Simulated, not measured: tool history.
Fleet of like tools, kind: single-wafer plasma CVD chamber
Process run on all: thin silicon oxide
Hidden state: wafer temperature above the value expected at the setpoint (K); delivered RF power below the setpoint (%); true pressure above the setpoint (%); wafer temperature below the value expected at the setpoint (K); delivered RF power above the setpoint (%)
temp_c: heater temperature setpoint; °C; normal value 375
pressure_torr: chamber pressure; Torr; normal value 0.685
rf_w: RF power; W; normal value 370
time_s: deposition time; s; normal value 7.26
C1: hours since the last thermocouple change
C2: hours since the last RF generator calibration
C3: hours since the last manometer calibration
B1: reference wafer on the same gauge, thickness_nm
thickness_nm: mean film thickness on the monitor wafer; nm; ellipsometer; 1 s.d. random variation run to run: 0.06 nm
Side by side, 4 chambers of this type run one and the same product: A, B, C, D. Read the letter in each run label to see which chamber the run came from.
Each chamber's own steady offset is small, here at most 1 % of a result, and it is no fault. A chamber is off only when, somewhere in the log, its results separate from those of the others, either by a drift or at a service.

Run 1A, hour 4.4: usual settings; C1 431.9; C2 780.7; C3 1111.4; B1 15.100. Result: thickness_nm 12.5310 nm.
Run 2B, hour 6.7: usual settings; C1 1271.1; C2 125.0; C3 1176.2; B1 15.087. Result: thickness_nm 12.6060 nm.
Run 3D, hour 9.4: usual settings; C1 62.5; C2 177.7; C3 1310.9; B1 15.111. Result: thickness_nm 12.5970 nm.
Run 4C, hour 13.8: usual settings; C1 1580.4; C2 885.1; C3 192.1; B1 15.111. Result: thickness_nm 12.7630 nm.
Run 5C, hour 17.9: usual settings; C1 1584.5; C2 889.2; C3 196.2; B1 15.097. Result: thickness_nm 12.7460 nm.
Run 6D, hour 21.9: usual settings but temp_c 388 °C, pressure_torr 0.542 Torr; C1 75.0; C2 190.2; C3 1323.4; B1 15.093. Result: thickness_nm 9.5870 nm.
Run 7A, hour 26.0: usual settings but temp_c 388 °C, pressure_torr 0.542 Torr; C1 453.5; C2 802.3; C3 1133.0; B1 15.089. Result: thickness_nm 9.5914 nm.
Run 8B, hour 28.7: usual settings but temp_c 388 °C, pressure_torr 0.542 Torr; C1 1293.1; C2 147.0; C3 1198.2; B1 15.103. Result: thickness_nm 9.8499 nm.
Run 9A, hour 32.3: usual settings but temp_c 388 °C, pressure_torr 0.542 Torr; C1 459.8; C2 808.6; C3 1139.3; B1 15.102. Result: thickness_nm 9.7141 nm.
Run 10C, hour 36.0: usual settings; C1 1602.6; C2 907.3; C3 214.3; B1 15.095. Result: thickness_nm 12.6630 nm.
Run 11B, hour 38.4: usual settings but temp_c 365 °C, time_s 8.11 s; C1 1302.8; C2 156.7; C3 1207.9; B1 15.105. Result: thickness_nm 14.3060 nm.
Run 12D, hour 40.9: usual settings but temp_c 365 °C, time_s 8.11 s; C1 94.0; C2 209.2; C3 1342.4; B1 15.109. Result: thickness_nm 14.2420 nm.
Run 13B, hour 42.9: usual settings but temp_c 365 °C, time_s 8.11 s; C1 1307.3; C2 161.2; C3 1212.4; B1 15.090. Result: thickness_nm 14.2500 nm.
Run 14C, hour 47.1: usual settings but temp_c 365 °C, time_s 8.11 s; C1 1613.7; C2 918.4; C3 225.4; B1 15.097. Result: thickness_nm 14.2850 nm.
Run 15A, hour 50.0: usual settings; C1 477.5; C2 826.3; C3 1157.0; B1 15.096. Result: thickness_nm 12.5680 nm.
Run 16D, hour 53.3: usual settings but rf_w 410 W, time_s 6.20 s; C1 106.4; C2 221.6; C3 1354.8; B1 15.109. Result: thickness_nm 11.1380 nm.
Run 17B, hour 56.5: usual settings but rf_w 410 W, time_s 6.20 s; C1 1320.9; C2 174.8; C3 1226.0; B1 15.101. Result: thickness_nm 11.1760 nm.
Run 18A, hour 60.1: usual settings but rf_w 410 W, time_s 6.20 s; C1 487.6; C2 836.4; C3 1167.1; B1 15.095. Result: thickness_nm 11.1980 nm.
Run 19D, hour 64.6: usual settings but rf_w 410 W, time_s 6.20 s; C1 117.7; C2 232.9; C3 1366.1; B1 15.097. Result: thickness_nm 11.3420 nm.
Run 20C, hour 67.0: usual settings but pressure_torr 0.818 Torr; C1 1633.6; C2 938.3; C3 245.3; B1 15.114. Result: thickness_nm 15.1430 nm.
Run 21C, hour 70.1: usual settings but pressure_torr 0.818 Torr; C1 1636.7; C2 941.4; C3 248.4; B1 15.097. Result: thickness_nm 15.1660 nm.
Run 22D, hour 72.4: usual settings but pressure_torr 0.818 Torr; C1 125.5; C2 240.7; C3 1373.9; B1 15.100. Result: thickness_nm 15.2680 nm.
Run 23A, hour 74.7: usual settings but pressure_torr 0.818 Torr; C1 502.2; C2 851.0; C3 1181.7; B1 15.112. Result: thickness_nm 15.1270 nm.
Run 24B, hour 78.5: usual settings; C1 1342.9; C2 196.8; C3 1248.0; B1 15.112. Result: thickness_nm 12.7700 nm.
Run 25A, hour 80.5: usual settings; C1 508.0; C2 856.8; C3 1187.5; B1 15.124. Result: thickness_nm 12.4800 nm.
Run 26D, hour 84.1: usual settings; C1 137.2; C2 252.4; C3 1385.6; B1 15.086. Result: thickness_nm 12.9400 nm.
Run 27B, hour 86.1: usual settings; C1 1350.5; C2 204.4; C3 1255.6; B1 15.103. Result: thickness_nm 12.7040 nm.
Run 28C, hour 89.0: usual settings; C1 1655.6; C2 960.3; C3 267.3; B1 15.106. Result: thickness_nm 12.7670 nm.
Run 29A, hour 93.1: usual settings; C1 520.6; C2 869.4; C3 1200.1; B1 15.088. Result: thickness_nm 12.4950 nm.
Run 30B, hour 97.3: usual settings; C1 1361.7; C2 215.6; C3 1266.8; B1 15.093. Result: thickness_nm 12.5850 nm.
Run 31D, hour 99.9: usual settings; C1 153.0; C2 268.2; C3 1401.4; B1 15.101. Result: thickness_nm 12.9640 nm.

Decide between three cases: one chamber stands off from its peers, the gauge reading all wafers drifts, or nothing is wrong past each chamber's small offset. Where a chamber is off, say which and what most likely put it there.

Chamber D drifts away from the others.
Likeliest cause: true pressure above the setpoint (%) = 2.76.

Here are 4 candidates for chamber D's next run, each the usual settings with a change, their results left as question marks. Which one brings its results back in line with what the others give on the usual settings?
Maximum distance from the other chambers' mean on the usual settings for a result to count as in line: thickness_nm 0.2100 nm
Run 32D-1, hour 103.1: usual settings but pressure_torr 0.698 Torr. Result: thickness_nm ?.
Run 32D-2, hour 103.1: usual settings but pressure_torr 0.671 Torr. Result: thickness_nm ?.
Run 32D-3, hour 103.1: usual settings but pressure_torr 0.664 Torr, time_s 7.13 s. Result: thickness_nm ?.
Run 32D-4, hour 103.1: usual settings but rf_w 375 W, time_s 7.59 s. Result: thickness_nm ?.

The other chambers' mean on the usual settings: thickness_nm 12.6720 nm
  run  thickness_nm
32D-1       13.1740
32D-2       12.6350
32D-3       12.2720
32D-4       13.5650
32D-2 brings the chamber back in line.
